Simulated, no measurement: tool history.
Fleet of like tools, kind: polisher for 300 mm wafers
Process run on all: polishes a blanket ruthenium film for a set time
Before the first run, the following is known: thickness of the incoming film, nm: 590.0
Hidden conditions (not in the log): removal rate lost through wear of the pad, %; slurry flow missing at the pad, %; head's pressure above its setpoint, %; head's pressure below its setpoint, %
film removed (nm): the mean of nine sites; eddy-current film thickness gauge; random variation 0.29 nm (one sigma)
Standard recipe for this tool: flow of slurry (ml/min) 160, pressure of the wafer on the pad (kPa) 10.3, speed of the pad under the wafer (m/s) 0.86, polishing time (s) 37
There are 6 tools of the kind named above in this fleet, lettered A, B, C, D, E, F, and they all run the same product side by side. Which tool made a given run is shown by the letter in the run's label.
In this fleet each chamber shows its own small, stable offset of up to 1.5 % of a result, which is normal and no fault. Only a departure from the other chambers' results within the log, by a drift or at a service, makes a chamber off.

run   hour  flow of slurry (ml/min)  pressure of the wafer on the pad (kPa)  speed of the pad under the wafer (m/s)  polishing time (s)  wafers polished on this pad  hours since the slurry nozzle was cleaned  hours since the head pressure was calibrated  film removed (nm)
 1F   10.5                      160                                    10.3                                    0.86                  37                         1421                                        337                                        1125.7             31.711
      16.7  -- chamber F: worn pad replaced by a new one
      19.8  -- chamber D: worn pad replaced by a new one
 2C   21.2                      160                                    10.3                                    0.86                  37                         1019                                      388.2                                         509.8             31.722
 3A   28.3                      160                                    10.3                                    0.86                  37                          580                                       80.3                                            77             32.079
      28.8  -- chamber B: worn pad replaced by a new one
 4D   33.3                      160                                    10.3                                    0.86                  37                          195                                      322.4                                         340.6             31.592
      36.4  -- chamber C: worn pad replaced by a new one
 5B   41.7                      160                                    10.3                                    0.86                  37                          186                                      313.5                                         223.4             31.787
      42.8  -- chamber A: worn pad replaced by a new one
 6E   48.5                      160                                    10.3                                    0.86                  37                          815                                      166.9                                         178.3             31.612
 7F   57.4                      160                                    10.3                                    0.86                  37                          587                                      383.9                                        1172.6             31.299
      61.9  -- chamber F: slurry nozzle cleaned
 8B   63.1                      110                                    10.3                                    0.86                  37                          494                                      334.9                                         244.8             29.381
 9A   70.2                      110                                    10.3                                    0.86                  37                          395                                      122.2                                         118.9             29.894
10E   77.4                      110                                    10.3                                    0.86                  37                         1232                                      195.8                                         207.2             29.324
11D   85.5                      110                                    10.3                                    0.86                  37                          948                                      374.6                                         392.8             29.135
      86.1  -- chamber D: worn pad replaced by a new one
      87.3  -- chamber E: worn pad replaced by a new one
12C   91.1                      110                                    10.3                                    0.86                  37                          789                                      458.1                                         579.7             29.491
13C   98.6                      110                                    10.3                                    0.86                  37                          897                                      465.6                                         587.2             29.742
14B  107.3                      160                                    12.4                                    0.86                  37                         1132                                      379.1                                           289             38.938
     112.5  -- chamber A: worn pad replaced by a new one
15E    115                      160                                    12.4                                    0.86                  37                          400                                      233.4                                         244.8             38.529
16A  121.7                      160                                    12.4                                    0.86                  37                          134                                      173.7                                         170.4             38.482
     124.5  -- chamber F: worn pad replaced by a new one
17F  127.1                      160                                    12.4                                    0.86                  37                           37                                       65.3                                        1242.3             38.443
     129.5  -- chamber B: worn pad replaced by a new one
18D    133                      160                                    12.4                                    0.86                  37                          676                                      422.1                                         440.3             38.485
     142.1  -- chamber C: worn pad replaced by a new one
19F  143.5                      160                                    12.4                                    0.86                  37                          274                                       81.7                                        1258.7             38.234
20C  148.3                      160                                    10.3                                    0.86                  37                           90                                      515.3                                         636.9             31.589
     149.1  -- chamber D: worn pad replaced by a new one
21B  158.7                      160                                    10.3                                    0.86                  37                          421                                      430.5                                         340.4             31.954
22E  168.5                      160                                    10.3                                    0.86                  37                         1171                                      286.9                                         298.3             31.779
23A  174.9                      160                                    10.3                                    0.86                  37                          901                                      226.9                                         223.6             32.385
     180.8  -- chamber A: worn pad replaced by a new one
24D  184.5                      190                                    10.3                                    0.86                  43                          510                                      473.6                                         491.8             38.003
     188.8  -- chamber E: worn pad replaced by a new one
25D  189.5                      190                                    10.3                                    0.86                  43                          582                                      478.6                                         496.8             37.242
26F  196.9                      190                                    10.3                                    0.86                  43                         1044                                      135.1                                        1312.1             38.125
27E  204.7                      190                                    10.3                                    0.86                  43                          229                                      323.1                                         334.5             38.016
     208.9  -- chamber F: worn pad replaced by a new one
28A  209.8                      190                                    10.3                                    0.86                  43                          418                                      261.8                                         258.5             38.336
29B  218.1                      190                                    10.3                                    0.86                  43                         1277                                      489.9                                         399.8             37.885
     220.8  -- chamber D: worn pad replaced by a new one
30C  223.1                      160                                    10.3                                    0.86                  37                         1169                                      590.1                                         711.7             30.974
     225.3  -- chamber E: slurry nozzle cleaned
31A  230.6                      160                                    10.3                                    0.86                  37                          718                                      282.6                                         279.3             32.219
     234.8  -- chamber A: worn pad replaced by a new one
     235.5  -- chamber B: worn pad replaced by a new one
32E  237.7                      160                                    10.3                                    0.86                  37                          705                                       12.5                                         367.5             31.912
33B  242.6                      160                                    10.3                                    0.86                  37                          103                                      514.4                                         424.3             31.899
     245.8  -- chamber C: worn pad replaced by a new one
34F  248.7                      160                                    10.3                                    0.86                  37                          574                                      186.9                                        1363.9             31.699
35C  253.6                      160                                    10.3                                    0.86                  37                          113                                      620.6                                         742.2               31.4
36D  263.7                      160                                    10.3                                    0.86                  37                          619                                      552.8                                           571             31.797
       267  -- chamber E: worn pad replaced by a new one
37D    270                      160                                    10.3                                    0.86                  37                          710                                      559.1                                         577.3             31.697
38F  280.1                      160                                    10.3                                    0.86                  37                         1026                                      218.3                                        1395.3              31.47
     289.4  -- chamber E: head pressure recalibrated
39C  290.6                      160                                    10.3                                    0.86                  37                          646                                      657.6                                         779.2             31.291
40A    300                      160                                    10.3                                    0.86                  37                          940                                        352                                         348.7             32.295
41B  307.6                      160                                    10.3                                    0.86                  37                         1040                                      579.4                                         489.3             31.485
42E    316                      160                                    10.3                                    0.86                  37                          707                                       90.8                                          26.7             31.782

What goes on in this fleet: one chamber off, a drifting gauge, or nothing beyond the chambers' own small offsets? Name the chamber and the cause, if any.

The fleet is healthy, with each chamber sitting at its usual small offset and no drift in the gauge.

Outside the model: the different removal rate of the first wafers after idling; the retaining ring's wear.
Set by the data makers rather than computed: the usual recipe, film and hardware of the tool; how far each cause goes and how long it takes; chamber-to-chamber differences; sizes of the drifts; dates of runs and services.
